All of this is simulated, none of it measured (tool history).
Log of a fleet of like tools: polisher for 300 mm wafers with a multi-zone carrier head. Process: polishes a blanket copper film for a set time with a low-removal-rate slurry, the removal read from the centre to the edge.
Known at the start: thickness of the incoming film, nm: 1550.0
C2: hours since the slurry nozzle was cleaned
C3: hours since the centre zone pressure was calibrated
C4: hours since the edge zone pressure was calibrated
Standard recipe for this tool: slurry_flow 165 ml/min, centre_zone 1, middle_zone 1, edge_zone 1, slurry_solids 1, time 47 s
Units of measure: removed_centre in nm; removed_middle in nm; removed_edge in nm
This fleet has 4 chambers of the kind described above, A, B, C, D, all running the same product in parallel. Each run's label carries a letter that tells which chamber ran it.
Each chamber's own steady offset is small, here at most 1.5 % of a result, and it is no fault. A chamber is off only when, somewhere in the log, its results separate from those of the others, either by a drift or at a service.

{"hour": 0.4, "done": "chamber C: worn pad replaced by a new one"}
{"hour": 4.0, "done": "chamber A: worn pad replaced by a new one"}
{"hour": 9.5, "done": "chamber D: worn pad replaced by a new one"}
{"run": "1C", "hour": 12.1, "slurry_flow": 165, "centre_zone": 1, "middle_zone": 1, "edge_zone": 1, "slurry_solids": 1, "time": 47, "wafers polished on this pad": 108, "C2": 216.9, "C3": 675.1, "C4": 294, "removed_centre": 112.3, "removed_middle": 113.97, "removed_edge": 112.64}
{"run": "2B", "hour": 26.3, "slurry_flow": 165, "centre_zone": 1, "middle_zone": 1, "edge_zone": 1, "slurry_solids": 1, "time": 47, "wafers polished on this pad": 569, "C2": 188.4, "C3": 466.5, "C4": 474.8, "removed_centre": 115.74, "removed_middle": 113.78, "removed_edge": 114.34}
{"run": "3A", "hour": 41.4, "slurry_flow": 165, "centre_zone": 1, "middle_zone": 1, "edge_zone": 1, "slurry_solids": 1, "time": 47, "wafers polished on this pad": 344, "C2": 121, "C3": 412.3, "C4": 900.6, "removed_centre": 114.92, "removed_middle": 116.09, "removed_edge": 113.11}
{"run": "4D", "hour": 50.4, "slurry_flow": 165, "centre_zone": 1, "middle_zone": 1, "edge_zone": 1, "slurry_solids": 1, "time": 47, "wafers polished on this pad": 377, "C2": 376.7, "C3": 448.1, "C4": 218.4, "removed_centre": 112.84, "removed_middle": 116.35, "removed_edge": 115.89}
{"hour": 51.6, "done": "chamber B: worn pad replaced by a new one"}
{"run": "5D", "hour": 64.0, "slurry_flow": 165, "centre_zone": 1, "middle_zone": 1, "edge_zone": 1, "slurry_solids": 1, "time": 47, "wafers polished on this pad": 502, "C2": 390.3, "C3": 461.7, "C4": 232, "removed_centre": 114.31, "removed_middle": 115.93, "removed_edge": 114.58}
{"run": "6C", "hour": 74.7, "slurry_flow": 190, "centre_zone": 1, "middle_zone": 1, "edge_zone": 1, "slurry_solids": 1, "time": 47, "wafers polished on this pad": 684, "C2": 279.5, "C3": 737.7, "C4": 356.6, "removed_centre": 115.81, "removed_middle": 116.31, "removed_edge": 115.49}
{"hour": 82.2, "done": "chamber C: worn pad replaced by a new one"}
{"run": "7B", "hour": 83.2, "slurry_flow": 190, "centre_zone": 1, "middle_zone": 1, "edge_zone": 1, "slurry_solids": 1, "time": 47, "wafers polished on this pad": 291, "C2": 245.3, "C3": 523.4, "C4": 531.7, "removed_centre": 118.05, "removed_middle": 115.55, "removed_edge": 115.92}
{"run": "8A", "hour": 92.5, "slurry_flow": 190, "centre_zone": 1, "middle_zone": 1, "edge_zone": 1, "slurry_solids": 1, "time": 47, "wafers polished on this pad": 814, "C2": 172.1, "C3": 463.4, "C4": 951.7, "removed_centre": 118.3, "removed_middle": 115.78, "removed_edge": 116.25}
{"hour": 93.0, "done": "chamber D: worn pad replaced by a new one"}
{"run": "9B", "hour": 103.8, "slurry_flow": 190, "centre_zone": 1, "middle_zone": 1, "edge_zone": 1, "slurry_solids": 1, "time": 47, "wafers polished on this pad": 481, "C2": 265.9, "C3": 544, "C4": 552.3, "removed_centre": 117.65, "removed_middle": 118.11, "removed_edge": 115.63}
{"run": "10A", "hour": 114.9, "slurry_flow": 165, "centre_zone": 1, "middle_zone": 1, "edge_zone": 1, "slurry_solids": 1, "time": 47, "wafers polished on this pad": 1020, "C2": 194.5, "C3": 485.8, "C4": 974.1, "removed_centre": 115.32, "removed_middle": 114.34, "removed_edge": 112.02}
{"run": "11C", "hour": 124.5, "slurry_flow": 165, "centre_zone": 1, "middle_zone": 1, "edge_zone": 1, "slurry_solids": 1, "time": 47, "wafers polished on this pad": 389, "C2": 329.3, "C3": 787.5, "C4": 406.4, "removed_centre": 111.61, "removed_middle": 116.32, "removed_edge": 113.22}
{"hour": 127.5, "done": "chamber A: worn pad replaced by a new one"}
{"hour": 130.1, "done": "chamber B: worn pad replaced by a new one"}
{"run": "12D", "hour": 134.2, "slurry_flow": 165, "centre_zone": 1, "middle_zone": 1, "edge_zone": 1, "slurry_solids": 1, "time": 47, "wafers polished on this pad": 379, "C2": 460.5, "C3": 531.9, "C4": 302.2, "removed_centre": 114.74, "removed_middle": 112.83, "removed_edge": 115.07}
{"run": "13B", "hour": 148.7, "slurry_flow": 165, "centre_zone": 1, "middle_zone": 0.95, "edge_zone": 1, "slurry_solids": 1, "time": 47, "wafers polished on this pad": 171, "C2": 310.8, "C3": 588.9, "C4": 597.2, "removed_centre": 115.01, "removed_middle": 108.74, "removed_edge": 114.01}
{"hour": 158.4, "done": "chamber D: slurry nozzle cleaned"}
{"run": "14C", "hour": 163.8, "slurry_flow": 165, "centre_zone": 1, "middle_zone": 0.95, "edge_zone": 1, "slurry_solids": 1, "time": 47, "wafers polished on this pad": 751, "C2": 368.6, "C3": 826.8, "C4": 445.7, "removed_centre": 112.11, "removed_middle": 109.25, "removed_edge": 113.45}
{"hour": 168.7, "done": "chamber C: worn pad replaced by a new one"}
{"run": "15D", "hour": 170.5, "slurry_flow": 165, "centre_zone": 1, "middle_zone": 0.95, "edge_zone": 1, "slurry_solids": 1, "time": 47, "wafers polished on this pad": 713, "C2": 12.1, "C3": 568.2, "C4": 338.5, "removed_centre": 114.18, "removed_middle": 109.88, "removed_edge": 114.29}
{"run": "16A", "hour": 181.4, "slurry_flow": 165, "centre_zone": 1, "middle_zone": 0.95, "edge_zone": 1, "slurry_solids": 1, "time": 47, "wafers polished on this pad": 496, "C2": 261, "C3": 552.3, "C4": 1040.6, "removed_centre": 115.06, "removed_middle": 108.54, "removed_edge": 114.71}
{"hour": 183.4, "done": "chamber D: edge zone pressure recalibrated"}
{"run": "17A", "hour": 190.2, "slurry_flow": 165, "centre_zone": 1, "middle_zone": 0.91, "edge_zone": 0.93, "slurry_solids": 1, "time": 47, "wafers polished on this pad": 577, "C2": 269.8, "C3": 561.1, "C4": 1049.4, "removed_centre": 115.84, "removed_middle": 101.1, "removed_edge": 107.97}
{"hour": 193.5, "done": "chamber D: worn pad replaced by a new one"}
{"run": "18D", "hour": 204.0, "slurry_flow": 165, "centre_zone": 1, "middle_zone": 0.91, "edge_zone": 0.93, "slurry_solids": 1, "time": 47, "wafers polished on this pad": 97, "C2": 45.6, "C3": 601.7, "C4": 20.7, "removed_centre": 113.76, "removed_middle": 105.96, "removed_edge": 111.31}
{"run": "19C", "hour": 216.2, "slurry_flow": 165, "centre_zone": 1, "middle_zone": 0.91, "edge_zone": 0.93, "slurry_solids": 1, "time": 47, "wafers polished on this pad": 437, "C2": 421, "C3": 879.2, "C4": 498.1, "removed_centre": 112.79, "removed_middle": 106.03, "removed_edge": 110.3}
{"run": "20B", "hour": 229.7, "slurry_flow": 165, "centre_zone": 1, "middle_zone": 0.91, "edge_zone": 0.93, "slurry_solids": 1, "time": 47, "wafers polished on this pad": 917, "C2": 391.8, "C3": 669.9, "C4": 678.2, "removed_centre": 116.26, "removed_middle": 106.56, "removed_edge": 110.88}
{"hour": 231.6, "done": "chamber B: worn pad replaced by a new one"}
{"run": "21D", "hour": 244.6, "slurry_flow": 165, "centre_zone": 1, "middle_zone": 1, "edge_zone": 1, "slurry_solids": 1, "time": 47, "wafers polished on this pad": 470, "C2": 86.2, "C3": 642.3, "C4": 61.3, "removed_centre": 113.95, "removed_middle": 114.54, "removed_edge": 115.17}
{"hour": 247.6, "done": "chamber C: edge zone pressure recalibrated"}
{"hour": 252.8, "done": "chamber A: worn pad replaced by a new one"}
{"run": "22A", "hour": 253.8, "slurry_flow": 165, "centre_zone": 1, "middle_zone": 1, "edge_zone": 1, "slurry_solids": 1, "time": 38, "wafers polished on this pad": 9, "C2": 333.4, "C3": 624.7, "C4": 1113, "removed_centre": 93.21, "removed_middle": 92.944, "removed_edge": 92.135}
{"hour": 258.2, "done": "chamber C: worn pad replaced by a new one"}
{"run": "23C", "hour": 266.2, "slurry_flow": 165, "centre_zone": 1, "middle_zone": 1, "edge_zone": 1, "slurry_solids": 1, "time": 38, "wafers polished on this pad": 73, "C2": 471, "C3": 929.2, "C4": 18.7, "removed_centre": 91.427, "removed_middle": 92.887, "removed_edge": 92.049}
{"run": "24B", "hour": 277.1, "slurry_flow": 165, "centre_zone": 1, "middle_zone": 1, "edge_zone": 1, "slurry_solids": 1, "time": 38, "wafers polished on this pad": 419, "C2": 439.2, "C3": 717.3, "C4": 725.6, "removed_centre": 92.851, "removed_middle": 89.934, "removed_edge": 91.192}
{"run": "25D", "hour": 284.0, "slurry_flow": 165, "centre_zone": 1, "middle_zone": 1, "edge_zone": 1, "slurry_solids": 1, "time": 38, "wafers polished on this pad": 833, "C2": 125.6, "C3": 681.7, "C4": 100.7, "removed_centre": 92.554, "removed_middle": 92.664, "removed_edge": 92.498}
{"hour": 290.3, "done": "chamber D: worn pad replaced by a new one"}
{"run": "26A", "hour": 294.4, "slurry_flow": 165, "centre_zone": 1, "middle_zone": 1, "edge_zone": 1, "slurry_solids": 1, "time": 47, "wafers polished on this pad": 382, "C2": 374, "C3": 665.3, "C4": 1153.6, "removed_centre": 113.92, "removed_middle": 115.09, "removed_edge": 112.53}
{"run": "27C", "hour": 301.3, "slurry_flow": 165, "centre_zone": 1, "middle_zone": 1, "edge_zone": 1, "slurry_solids": 1, "time": 47, "wafers polished on this pad": 396, "C2": 506.1, "C3": 964.3, "C4": 53.8, "removed_centre": 112.09, "removed_middle": 113.7, "removed_edge": 113.76}
{"hour": 302.0, "done": "chamber B: edge zone pressure recalibrated"}
{"run": "28B", "hour": 309.0, "slurry_flow": 165, "centre_zone": 1, "middle_zone": 0.92, "edge_zone": 1, "slurry_solids": 1, "time": 47, "wafers polished on this pad": 712, "C2": 471.1, "C3": 749.2, "C4": 7, "removed_centre": 115.83, "removed_middle": 103.78, "removed_edge": 113.77}
{"hour": 317.0, "done": "chamber C: slurry nozzle cleaned"}
{"run": "29D", "hour": 318.8, "slurry_flow": 165, "centre_zone": 1, "middle_zone": 0.92, "edge_zone": 1, "slurry_solids": 1, "time": 47, "wafers polished on this pad": 262, "C2": 160.4, "C3": 716.5, "C4": 135.5, "removed_centre": 113.43, "removed_middle": 106.85, "removed_edge": 115.8}
{"hour": 330.7, "done": "chamber B: worn pad replaced by a new one"}
{"run": "30A", "hour": 332.3, "slurry_flow": 165, "centre_zone": 1, "middle_zone": 0.92, "edge_zone": 1, "slurry_solids": 1, "time": 47, "wafers polished on this pad": 731, "C2": 411.9, "C3": 703.2, "C4": 1191.5, "removed_centre": 114.29, "removed_middle": 104.62, "removed_edge": 113.77}
{"run": "31C", "hour": 342.0, "slurry_flow": 165, "centre_zone": 1, "middle_zone": 0.92, "edge_zone": 1, "slurry_solids": 1, "time": 47, "wafers polished on this pad": 771, "C2": 25, "C3": 1005, "C4": 94.5, "removed_centre": 112.26, "removed_middle": 105.95, "removed_edge": 114.11}
{"hour": 344.9, "done": "chamber C: worn pad replaced by a new one"}
{"run": "32B", "hour": 355.7, "slurry_flow": 165, "centre_zone": 1, "middle_zone": 1, "edge_zone": 1, "slurry_solids": 1, "time": 47, "wafers polished on this pad": 230, "C2": 517.8, "C3": 795.9, "C4": 53.7, "removed_centre": 114.92, "removed_middle": 116.18, "removed_edge": 113.02}
{"run": "33C", "hour": 365.3, "slurry_flow": 165, "centre_zone": 1, "middle_zone": 1, "edge_zone": 1, "slurry_solids": 1, "time": 47, "wafers polished on this pad": 187, "C2": 48.3, "C3": 1028.3, "C4": 117.8, "removed_centre": 113.35, "removed_middle": 114.59, "removed_edge": 112.37}
{"run": "34D", "hour": 372.7, "slurry_flow": 165, "centre_zone": 1, "middle_zone": 1, "edge_zone": 1, "slurry_solids": 1, "time": 47, "wafers polished on this pad": 758, "C2": 214.3, "C3": 770.4, "C4": 189.4, "removed_centre": 114.53, "removed_middle": 114.1, "removed_edge": 114.06}
{"hour": 373.8, "done": "chamber D: worn pad replaced by a new one"}
{"hour": 376.4, "done": "chamber B: slurry nozzle cleaned"}
{"hour": 378.6, "done": "chamber A: worn pad replaced by a new one"}
{"run": "35A", "hour": 379.7, "slurry_flow": 165, "centre_zone": 1, "middle_zone": 1, "edge_zone": 1, "slurry_solids": 1, "time": 47, "wafers polished on this pad": 10, "C2": 459.3, "C3": 750.6, "C4": 1238.9, "removed_centre": 115.75, "removed_middle": 112.83, "removed_edge": 113.83}
{"run": "36B", "hour": 393.1, "slurry_flow": 165, "centre_zone": 1, "middle_zone": 1, "edge_zone": 1, "slurry_solids": 1, "time": 47, "wafers polished on this pad": 574, "C2": 16.7, "C3": 833.3, "C4": 91.1, "removed_centre": 113.78, "removed_middle": 113.68, "removed_edge": 113.25}
{"run": "37A", "hour": 403.8, "slurry_flow": 165, "centre_zone": 1, "middle_zone": 1, "edge_zone": 1, "slurry_solids": 1, "time": 47, "wafers polished on this pad": 232, "C2": 483.4, "C3": 774.7, "C4": 1263, "removed_centre": 116.24, "removed_middle": 115.51, "removed_edge": 114.47}
{"run": "38B", "hour": 411.7, "slurry_flow": 165, "centre_zone": 1, "middle_zone": 1, "edge_zone": 1, "slurry_solids": 1, "time": 47, "wafers polished on this pad": 745, "C2": 35.3, "C3": 851.9, "C4": 109.7, "removed_centre": 115.63, "removed_middle": 114.9, "removed_edge": 112.79}
{"hour": 418.2, "done": "chamber B: worn pad replaced by a new one"}
{"run": "39D", "hour": 421.3, "slurry_flow": 210, "centre_zone": 1, "middle_zone": 1, "edge_zone": 1, "slurry_solids": 1, "time": 47, "wafers polished on this pad": 437, "C2": 262.9, "C3": 819, "C4": 238, "removed_centre": 118.76, "removed_middle": 117.9, "removed_edge": 118.71}
{"hour": 430.7, "done": "chamber C: worn pad replaced by a new one"}
{"run": "40C", "hour": 436.7, "slurry_flow": 210, "centre_zone": 1, "middle_zone": 1, "edge_zone": 1, "slurry_solids": 1, "time": 47, "wafers polished on this pad": 55, "C2": 119.7, "C3": 1099.7, "C4": 189.2, "removed_centre": 117.58, "removed_middle": 117.99, "removed_edge": 115.92}
{"run": "41B", "hour": 448.8, "slurry_flow": 210, "centre_zone": 1, "middle_zone": 1, "edge_zone": 1, "slurry_solids": 1, "time": 47, "wafers polished on this pad": 281, "C2": 72.4, "C3": 889, "C4": 146.8, "removed_centre": 120.75, "removed_middle": 117.1, "removed_edge": 116.62}

Predict what each chamber gives when all 4 of them run the settings below next.
{"run": "42A", "hour": 459.8, "slurry_flow": 165, "centre_zone": 1, "middle_zone": 1, "edge_zone": 1, "slurry_solids": 1, "time": 47, "removed_centre": "?", "removed_middle": "?", "removed_edge": "?"}
{"run": "42B", "hour": 459.8, "slurry_flow": 165, "centre_zone": 1, "middle_zone": 1, "edge_zone": 1, "slurry_solids": 1, "time": 47, "removed_centre": "?", "removed_middle": "?", "removed_edge": "?"}
{"run": "42C", "hour": 459.8, "slurry_flow": 165, "centre_zone": 1, "middle_zone": 1, "edge_zone": 1, "slurry_solids": 1, "time": 47, "removed_centre": "?", "removed_middle": "?", "removed_edge": "?"}
{"run": "42D", "hour": 459.8, "slurry_flow": 165, "centre_zone": 1, "middle_zone": 1, "edge_zone": 1, "slurry_solids": 1, "time": 47, "removed_centre": "?", "removed_middle": "?", "removed_edge": "?"}

run=42A removed_centre=113.23 removed_middle=113.85 removed_edge=112.71
run=42B removed_centre=113.69 removed_middle=111.45 removed_edge=114.51
run=42C removed_centre=113.22 removed_middle=112.98 removed_edge=112.59
run=42D removed_centre=115.39 removed_middle=113.77 removed_edge=113.35
